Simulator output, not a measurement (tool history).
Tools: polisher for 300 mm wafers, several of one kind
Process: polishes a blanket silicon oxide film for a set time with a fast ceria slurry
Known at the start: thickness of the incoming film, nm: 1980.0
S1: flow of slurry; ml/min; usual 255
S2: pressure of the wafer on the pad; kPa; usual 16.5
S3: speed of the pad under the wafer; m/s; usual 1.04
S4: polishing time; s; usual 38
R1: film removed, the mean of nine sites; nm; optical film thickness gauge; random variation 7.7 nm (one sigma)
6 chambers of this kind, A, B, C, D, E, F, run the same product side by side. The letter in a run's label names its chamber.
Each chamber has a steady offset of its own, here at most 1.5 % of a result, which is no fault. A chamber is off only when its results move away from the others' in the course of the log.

| run | hour | S1 | S2 | S3 | S4 | R1 |
|---|---|---|---|---|---|---|
|  | 4.2 | chamber E: slurry nozzle cleaned |
| 1A | 8.0 | 255 | 16.5 | 1.04 | 38 | 515.58 |
| 2E | 16.2 | 255 | 16.5 | 1.04 | 38 | 503.50 |
| 3F | 20.2 | 255 | 16.5 | 1.04 | 38 | 525.12 |
| 4B | 25.8 | 255 | 16.5 | 1.04 | 38 | 505.37 |
| 5D | 32.8 | 255 | 22.1 | 1.04 | 38 | 662.58 |
| 6C | 39.9 | 255 | 22.1 | 1.04 | 38 | 673.86 |
|  | 41.0 | chamber F: worn pad replaced by a new one |
| 7C | 47.0 | 255 | 22.1 | 1.04 | 38 | 650.04 |
| 8E | 51.0 | 255 | 22.1 | 1.04 | 38 | 665.63 |
| 9A | 56.0 | 255 | 22.1 | 1.04 | 38 | 698.47 |
|  | 57.9 | chamber A: head pressure recalibrated |
|  | 59.8 | chamber A: worn pad replaced by a new one |
| 10D | 61.4 | 255 | 22.1 | 1.04 | 38 | 660.81 |
|  | 61.6 | chamber C: worn pad replaced by a new one |
|  | 66.4 | chamber F: head pressure recalibrated |
| 11F | 67.4 | 255 | 16.5 | 1.04 | 38 | 513.43 |
| 12B | 74.8 | 255 | 16.5 | 1.04 | 38 | 506.16 |
|  | 78.7 | chamber B: head pressure recalibrated |
| 13D | 80.6 | 255 | 16.5 | 1.04 | 38 | 521.70 |
|  | 87.8 | chamber E: worn pad replaced by a new one |
| 14E | 89.3 | 255 | 13.8 | 1.04 | 38 | 423.84 |
| 15F | 96.1 | 255 | 13.8 | 1.04 | 38 | 434.50 |
|  | 98.3 | chamber D: head pressure recalibrated |
| 16C | 100.3 | 255 | 13.8 | 1.04 | 38 | 420.04 |
|  | 106.8 | chamber F: worn pad replaced by a new one |
| 17A | 107.7 | 255 | 13.8 | 1.04 | 38 | 428.50 |
| 18B | 115.1 | 255 | 13.8 | 1.04 | 38 | 429.94 |
|  | 121.0 | chamber D: worn pad replaced by a new one |
| 19B | 122.2 | 255 | 13.8 | 1.04 | 38 | 415.20 |
| 20E | 126.7 | 255 | 16.5 | 1.04 | 38 | 521.04 |
| 21A | 133.3 | 255 | 16.5 | 1.04 | 38 | 521.24 |
| 22F | 138.4 | 325 | 19.3 | 1.04 | 38 | 623.00 |
|  | 139.1 | chamber B: worn pad replaced by a new one |
| 23C | 143.7 | 325 | 19.3 | 1.04 | 38 | 588.09 |
| 24D | 149.8 | 325 | 19.3 | 1.04 | 38 | 543.78 |
| 25B | 155.3 | 325 | 19.3 | 1.04 | 38 | 630.55 |
| 26D | 159.7 | 325 | 19.3 | 1.04 | 38 | 522.71 |
| 27E | 163.9 | 325 | 19.3 | 1.04 | 38 | 602.27 |
| 28C | 168.8 | 255 | 16.5 | 1.04 | 38 | 515.37 |
|  | 170.1 | chamber F: worn pad replaced by a new one |
| 29A | 173.6 | 255 | 16.5 | 1.04 | 38 | 505.33 |
|  | 178.8 | chamber C: worn pad replaced by a new one |
| 30F | 182.1 | 255 | 16.5 | 1.04 | 38 | 508.91 |
|  | 184.0 | chamber E: worn pad replaced by a new one |
| 31B | 188.1 | 255 | 16.5 | 1.04 | 38 | 518.73 |
| 32F | 196.1 | 255 | 16.5 | 1.04 | 38 | 522.99 |
| 33A | 203.0 | 255 | 16.5 | 1.04 | 38 | 522.82 |
| 34C | 210.4 | 255 | 16.5 | 1.04 | 38 | 491.59 |
| 35E | 217.3 | 255 | 16.5 | 1.04 | 38 | 508.89 |
|  | 218.1 | chamber A: worn pad replaced by a new one |
|  | 220.4 | chamber D: slurry nozzle cleaned |
| 36D | 222.9 | 255 | 16.5 | 1.04 | 38 | 440.18 |
| 37C | 228.1 | 255 | 16.5 | 0.82 | 38 | 394.06 |
|  | 228.6 | chamber F: worn pad replaced by a new one |
|  | 233.1 | chamber B: slurry nozzle cleaned |
| 38B | 234.8 | 255 | 16.5 | 0.82 | 38 | 404.11 |
| 39F | 242.1 | 255 | 16.5 | 0.82 | 38 | 408.59 |
| 40A | 250.4 | 255 | 16.5 | 0.82 | 38 | 404.25 |
|  | 255.8 | chamber D: worn pad replaced by a new one |
| 41E | 256.5 | 255 | 16.5 | 0.82 | 38 | 385.25 |
| 42D | 262.6 | 255 | 16.5 | 0.82 | 38 | 339.17 |
|  | 267.2 | chamber B: worn pad replaced by a new one |
| 43D | 271.3 | 255 | 16.5 | 1.04 | 38 | 450.91 |
| 44B | 278.0 | 290 | 18.6 | 1.04 | 38 | 601.38 |

All 6 chambers run these settings next. Forecast each chamber's results:
| 45A | 284.1 | 255 | 16.5 | 1.04 | 30 | ? |
| 45B | 284.1 | 255 | 16.5 | 1.04 | 30 | ? |
| 45C | 284.1 | 255 | 16.5 | 1.04 | 30 | ? |
| 45D | 284.1 | 255 | 16.5 | 1.04 | 30 | ? |
| 45E | 284.1 | 255 | 16.5 | 1.04 | 30 | ? |
| 45F | 284.1 | 255 | 16.5 | 1.04 | 30 | ? |

| run | R1 |
|---|---|
| 45A | 400.03 |
| 45B | 400.82 |
| 45C | 398.74 |
| 45D | 356.70 |
| 45E | 396.63 |
| 45F | 415.97 |
